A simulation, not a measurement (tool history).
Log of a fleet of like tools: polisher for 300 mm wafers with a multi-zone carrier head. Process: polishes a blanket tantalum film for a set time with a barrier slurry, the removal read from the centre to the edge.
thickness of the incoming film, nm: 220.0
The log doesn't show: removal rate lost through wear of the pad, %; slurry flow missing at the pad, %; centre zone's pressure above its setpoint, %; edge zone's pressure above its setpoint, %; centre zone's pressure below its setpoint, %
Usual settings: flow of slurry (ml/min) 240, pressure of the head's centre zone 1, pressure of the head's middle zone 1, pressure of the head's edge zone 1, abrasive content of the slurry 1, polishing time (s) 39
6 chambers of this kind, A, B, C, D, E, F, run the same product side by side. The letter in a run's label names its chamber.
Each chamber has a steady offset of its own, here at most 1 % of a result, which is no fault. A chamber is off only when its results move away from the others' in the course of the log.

run   hour  flow of slurry (ml/min)  pressure of the head's centre zone  pressure of the head's middle zone  pressure of the head's edge zone  abrasive content of the slurry  polishing time (s)  wafers polished on this pad  hours since the slurry nozzle was cleaned  hours since the centre zone pressure was calibrated  hours since the edge zone pressure was calibrated  film removed at the wafer's centre (angstrom)  film removed at mid-radius (angstrom)  film removed at the wafer's edge (angstrom)
 1B    3.3                      240                                   1                                   1                                 1                               1                  39                          760                                        778                                                106.3                                              838.2                                         418.81                                 423.88                                       413.96
 2D    5.8                      240                                   1                                   1                                 1                               1                  39                          212                                      294.8                                                118.1                                              133.4                                         419.54                                 416.37                                       428.15
       9.1  -- chamber A: worn pad replaced by a new one
 3C    9.4                      240                                   1                                   1                                 1                               1                  39                          166                                      359.9                                                853.5                                              125.9                                         411.66                                  419.7                                       420.51
 4F   13.3                      240                                   1                                   1                                 1                               1                  39                          473                                      314.5                                                253.2                                                505                                         419.43                                 416.17                                       418.32
 5E   18.2                      240                                   1                                   1                                 1                               1                  39                          294                                      278.1                                                496.8                                               47.2                                         413.06                                 406.77                                       414.94
        22  -- chamber B: worn pad replaced by a new one
      22.1  -- chamber E: slurry nozzle cleaned
      22.2  -- chamber A: slurry nozzle cleaned
 6A   22.7                      240                                   1                                   1                                 1                               1                  39                          159                                        0.5                                                320.2                                              783.4                                         417.63                                 417.58                                       420.19
 7C   24.9                      240                                   1                                   1                                 1                               1                  39                          347                                      375.4                                                  869                                              141.4                                          423.7                                 414.18                                       416.42
 8D   27.3                      240                                   1                                   1                                 1                               1                  39                          464                                      316.3                                                139.6                                              154.9                                         420.11                                 415.93                                       416.37
 9B   32.2                      240                                   1                                   1                              0.88                               1                  39                          119                                      806.9                                                135.2                                              867.1                                         418.01                                 418.29                                       389.28
10F   36.8                      240                                   1                                   1                              0.88                               1                  39                          748                                        338                                                276.7                                              528.5                                         418.73                                 417.06                                       399.91
        39  -- chamber E: worn pad replaced by a new one
11A   41.8                      240                                   1                                   1                              0.88                               1                  39                          383                                       19.6                                                339.3                                              802.5                                         416.14                                 415.61                                       385.97
12E     45                      240                                   1                                   1                              0.88                               1                  39                           71                                       22.9                                                523.6                                                 74                                         416.02                                 420.56                                       391.75
13B   47.9                      240                                   1                                   1                              0.88                               1                  39                          303                                      822.6                                                150.9                                              882.8                                         420.75                                 422.58                                       387.35
14E     53                      240                                   1                                   1                              0.88                               1                  39                          165                                       30.9                                                531.6                                                 82                                         426.23                                 422.34                                        388.8
15A   57.3                      240                                   1                                   1                                 1                               1                  39                          565                                       35.1                                                354.8                                                818                                         416.39                                 422.61                                       417.99
      58.5  -- chamber D: slurry nozzle cleaned
      59.9  -- chamber B: slurry nozzle cleaned
16D   62.3                      240                                   1                                   1                                 1                               1                  39                          874                                        3.9                                                174.6                                              189.9                                         410.58                                  413.3                                       425.29
17C     67                      240                                   1                                   1                                 1                               1                  39                          841                                      417.5                                                911.1                                              183.5                                         421.05                                 428.07                                       417.62
      70.8  -- chamber F: worn pad replaced by a new one
18F   71.6                      240                                   1                                   1                                 1                               1                  39                           10                                      372.8                                                311.5                                              563.3                                         413.14                                 419.25                                       414.94
      71.9  -- chamber C: worn pad replaced by a new one
19B   74.8                      240                                   1                                0.92                                 1                               1                  39                          619                                         15                                                177.8                                              909.7                                          429.6                                    391                                       416.15
      74.9  -- chamber A: worn pad replaced by a new one
      78.1  -- chamber D: worn pad replaced by a new one
20A   79.1                      240                                   1                                0.92                                 1                               1                  39                           49                                       56.9                                                376.6                                              839.8                                         413.95                                 386.31                                       405.04
21E   83.5                      240                                   1                                0.92                                 1                               1                  39                          522                                       61.4                                                562.1                                              112.5                                         416.67                                 388.71                                       404.06
22C   86.8                      240                                   1                                0.92                                 1                               1                  39                          174                                      437.3                                                930.9                                              203.3                                         410.02                                  387.5                                       421.79
        87  -- chamber B: worn pad replaced by a new one
23D   90.9                      240                                   1                                0.92                                 1                               1                  39                          150                                       32.5                                                203.2                                              218.5                                         411.67                                 389.65                                       426.47
      91.8  -- chamber E: worn pad replaced by a new one
24F   95.7                      240                                   1                                0.92                                 1                               1                  39                          293                                      396.9                                                335.6                                              587.4                                         404.86                                 392.54                                       422.26
25F   98.5                      240                                   1                                   1                                 1                               1                  39                          325                                      399.7                                                338.4                                              590.2                                         419.02                                 416.87                                       415.83
26B  102.2                      240                                   1                                 0.9                                 1                               1                  49                          178                                       42.4                                                205.2                                              937.1                                         545.28                                 478.58                                       527.93
27C  105.6                      240                                   1                                 0.9                                 1                               1                  49                          395                                      456.1                                                949.7                                              222.1                                         528.13                                 480.48                                       531.07
28D  108.7                      240                                   1                                 0.9                                 1                               1                  49                          359                                       50.3                                                  221                                              236.3                                         518.66                                 481.42                                       514.21
29A  113.3                      240                                   1                                 0.9                                 1                               1                  49                          450                                       91.1                                                410.8                                                874                                         527.89                                  480.5                                        526.1
30E  118.4                      240                                   1                                 0.9                                 1                               1                  49                          312                                       96.3                                                  597                                              147.4                                            521                                 468.77                                        512.1
31E  122.1                      240                                   1                                 0.9                                 1                               1                  49                          355                                        100                                                600.7                                              151.1                                         511.13                                  472.5                                        512.6
32C  125.5                      240                                   1                                   1                                 1                               1                  39                          628                                        476                                                969.6                                                242                                          412.4                                 415.61                                       420.67
       128  -- chamber A: worn pad replaced by a new one
33B  130.1                      240                                   1                                0.95                                 1                               1                  39                          505                                       70.3                                                233.1                                                965                                         444.95                                 400.21                                       418.19
     134.6  -- chamber E: worn pad replaced by a new one
34F  134.9                      240                                   1                                0.95                                 1                               1                  39                          752                                      436.1                                                374.8                                              626.6                                         409.43                                 396.73                                       414.13
35D  137.6                      240                                   1                                0.95                                 1                               1                  39                          698                                       79.2                                                249.9                                              265.2                                         423.95                                 402.05                                       419.25
36A  141.8                      240                                   1                                0.95                                 1                               1                  39                          162                                      119.6                                                439.3                                              902.5                                         421.06                                 399.12                                       416.61
37B  144.1                      240                                   1                                0.95                                 1                               1                  39                          669                                       84.3                                                247.1                                                979                                         447.74                                 404.61                                       409.18
38F    149                      240                                   1                                0.95                                 1                               1                  39                          918                                      450.2                                                388.9                                              640.7                                         414.97                                 399.06                                       406.08
39E  153.2                      240                                   1                                   1                                 1                               1                  39                          218                                      131.1                                                631.8                                              182.2                                         419.45                                 421.05                                        412.1
40A  155.5                      240                                   1                                   1                                 1                               1                  39                          323                                      133.3                                                  453                                              916.2                                         424.44                                 414.52                                       414.53

Next, every chamber runs the same settings. What will each give?
41A  159.1                      240                                   1                                   1                                 1                               1                  39                                                                                                                                                                                                                              ?                                      ?                                            ?
41B  159.1                      240                                   1                                   1                                 1                               1                  39                                                                                                                                                                                                                              ?                                      ?                                            ?
41C  159.1                      240                                   1                                   1                                 1                               1                  39                                                                                                                                                                                                                              ?                                      ?                                            ?
41D  159.1                      240                                   1                                   1                                 1                               1                  39                                                                                                                                                                                                                              ?                                      ?                                            ?
41E  159.1                      240                                   1                                   1                                 1                               1                  39                                                                                                                                                                                                                              ?                                      ?                                            ?
41F  159.1                      240                                   1                                   1                                 1                               1                  39                                                                                                                                                                                                                              ?                                      ?                                            ?

run  film removed at the wafer's centre (angstrom)  film removed at mid-radius (angstrom)  film removed at the wafer's edge (angstrom)
41A                                         418.06                                 415.21                                       403.23
41B                                         454.84                                 416.39                                       414.46
41C                                         415.33                                 418.92                                        419.5
41D                                         413.17                                 414.46                                       424.12
41E                                            425                                 424.67                                       413.71
41F                                         424.85                                 426.75                                       420.67

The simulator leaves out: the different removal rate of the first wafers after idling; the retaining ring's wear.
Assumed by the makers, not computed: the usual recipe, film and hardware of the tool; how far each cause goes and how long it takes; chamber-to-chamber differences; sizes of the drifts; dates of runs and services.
